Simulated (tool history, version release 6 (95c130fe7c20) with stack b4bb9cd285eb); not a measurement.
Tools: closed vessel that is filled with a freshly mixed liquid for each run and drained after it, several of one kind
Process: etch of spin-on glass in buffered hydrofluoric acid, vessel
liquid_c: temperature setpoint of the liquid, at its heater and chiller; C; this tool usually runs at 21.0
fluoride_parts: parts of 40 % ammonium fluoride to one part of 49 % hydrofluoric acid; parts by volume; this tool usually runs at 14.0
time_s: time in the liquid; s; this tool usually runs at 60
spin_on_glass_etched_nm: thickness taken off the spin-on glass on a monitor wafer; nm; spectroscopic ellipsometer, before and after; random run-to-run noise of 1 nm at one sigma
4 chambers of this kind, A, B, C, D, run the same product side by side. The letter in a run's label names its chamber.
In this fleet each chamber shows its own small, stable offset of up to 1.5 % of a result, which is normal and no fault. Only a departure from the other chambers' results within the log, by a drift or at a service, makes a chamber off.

| run | hour | liquid_c | fluoride_parts | time_s | read-back film thickness of the spin-on glass reference wafer, read on the same gauge (nm) | spin_on_glass_etched_nm |
|---|---|---|---|---|---|---|
| 1D | 4.1 | 21.0 | 14.0 | 60 | 149.99 | 102.700 |
| 2B | 6.8 | 21.0 | 14.0 | 60 | 150.02 | 103.940 |
| 3A | 9.5 | 21.0 | 14.0 | 60 | 149.97 | 101.780 |
| 4C | 12.8 | 21.0 | 14.0 | 60 | 149.98 | 103.780 |
| 5C | 16.4 | 21.0 | 14.0 | 60 | 149.98 | 105.900 |
| 6D | 21.2 | 21.0 | 14.0 | 60 | 150.00 | 103.650 |
| 7A | 23.3 | 21.0 | 10.0 | 60 | 149.97 | 140.410 |
| 8B | 25.9 | 21.0 | 10.0 | 60 | 150.01 | 142.720 |
| 9C | 30.5 | 21.0 | 10.0 | 60 | 150.02 | 145.510 |
| 10A | 34.5 | 21.0 | 10.0 | 60 | 150.00 | 140.040 |
| 11B | 37.0 | 21.0 | 14.0 | 60 | 149.97 | 101.680 |
| 12D | 41.9 | 21.0 | 14.0 | 60 | 149.98 | 102.240 |
| 13D | 45.5 | 21.0 | 14.0 | 60 | 150.01 | 102.900 |
| 14B | 50.4 | 21.0 | 9.5 | 90 | 150.01 | 220.300 |
| 15C | 55.0 | 21.0 | 9.5 | 90 | 149.99 | 227.210 |
| 16A | 59.3 | 21.0 | 9.5 | 90 | 150.01 | 217.300 |
| 17D | 64.2 | 21.0 | 9.5 | 90 | 149.97 | 224.630 |
| 18A | 67.8 | 21.0 | 14.0 | 60 | 150.01 | 102.090 |
| 19B | 71.5 | 23.5 | 9.5 | 60 | 149.98 | 168.380 |
| 20C | 74.4 | 23.5 | 9.5 | 60 | 150.01 | 170.610 |
| 21A | 76.6 | 23.5 | 9.5 | 60 | 150.00 | 171.320 |
| 22C | 79.0 | 23.5 | 9.5 | 60 | 150.01 | 175.080 |
| 23D | 82.9 | 21.0 | 14.0 | 60 | 150.03 | 105.520 |
| 24B | 87.1 | 21.0 | 14.0 | 60 | 150.00 | 102.610 |
| 25A | 91.4 | 21.0 | 14.0 | 60 | 149.97 | 101.580 |
| 26D | 95.9 | 17.5 | 14.0 | 60 | 150.01 | 87.965 |
| 27B | 98.4 | 17.5 | 14.0 | 60 | 150.00 | 83.836 |
| 28C | 102.2 | 17.5 | 14.0 | 60 | 150.05 | 86.258 |
| 29B | 104.9 | 17.5 | 14.0 | 60 | 150.02 | 82.185 |
| 30A | 107.7 | 21.0 | 14.0 | 60 | 150.00 | 101.690 |
| 31C | 111.9 | 21.0 | 14.0 | 60 | 150.01 | 104.280 |
| 32D | 114.1 | 21.0 | 14.0 | 60 | 150.01 | 110.320 |
| 33B | 118.3 | 21.0 | 14.0 | 60 | 150.03 | 105.550 |
| 34D | 122.1 | 21.0 | 14.0 | 60 | 149.97 | 110.660 |
| 35C | 127.0 | 21.0 | 14.0 | 60 | 149.96 | 104.550 |
| 36A | 129.4 | 21.0 | 14.0 | 60 | 149.98 | 103.140 |
| 37D | 132.4 | 21.0 | 14.0 | 60 | 150.05 | 108.670 |
| 38C | 134.7 | 21.0 | 14.0 | 60 | 150.02 | 104.320 |
| 39A | 137.8 | 21.0 | 14.0 | 60 | 150.02 | 102.640 |
| 40B | 141.1 | 21.0 | 14.0 | 60 | 150.00 | 102.990 |

Which is it: a chamber that has drifted or been left off by a service, a gauge drift common to all chambers, or only each chamber's usual small offset? If a chamber is off, name it and its likeliest cause.

Chamber D drifts away from the others.
Cause: liquid hotter than its thermometer reads (K) = 1.46.
The log may not separate it from: hydrofluoric acid flow above the setpoint (%).

Here are 4 candidates for chamber D's next run, each the usual settings with a change, their results left as question marks. Which one brings its results back in line with what the others give on the usual settings?
Allowed miss from the other chambers' usual-settings mean, per result, to count as in line: spin_on_glass_etched_nm 3.600 nm
| 41D-1 | 144.7 | 20.5 | 14.0 | 60 |  | ? |
| 41D-2 | 144.7 | 21.0 | 14.0 | 65 |  | ? |
| 41D-3 | 144.7 | 21.5 | 14.0 | 60 |  | ? |
| 41D-4 | 144.7 | 21.0 | 15.0 | 60 |  | ? |

The mean the other chambers reach with the usual settings: spin_on_glass_etched_nm 103.050 nm
| run | spin_on_glass_etched_nm |
|---|---|
| 41D-1 | 108.930 |
| 41D-2 | 121.320 |
| 41D-3 | 115.110 |
| 41D-4 | 104.650 |
With 41D-4, the chamber falls back in line with the rest.
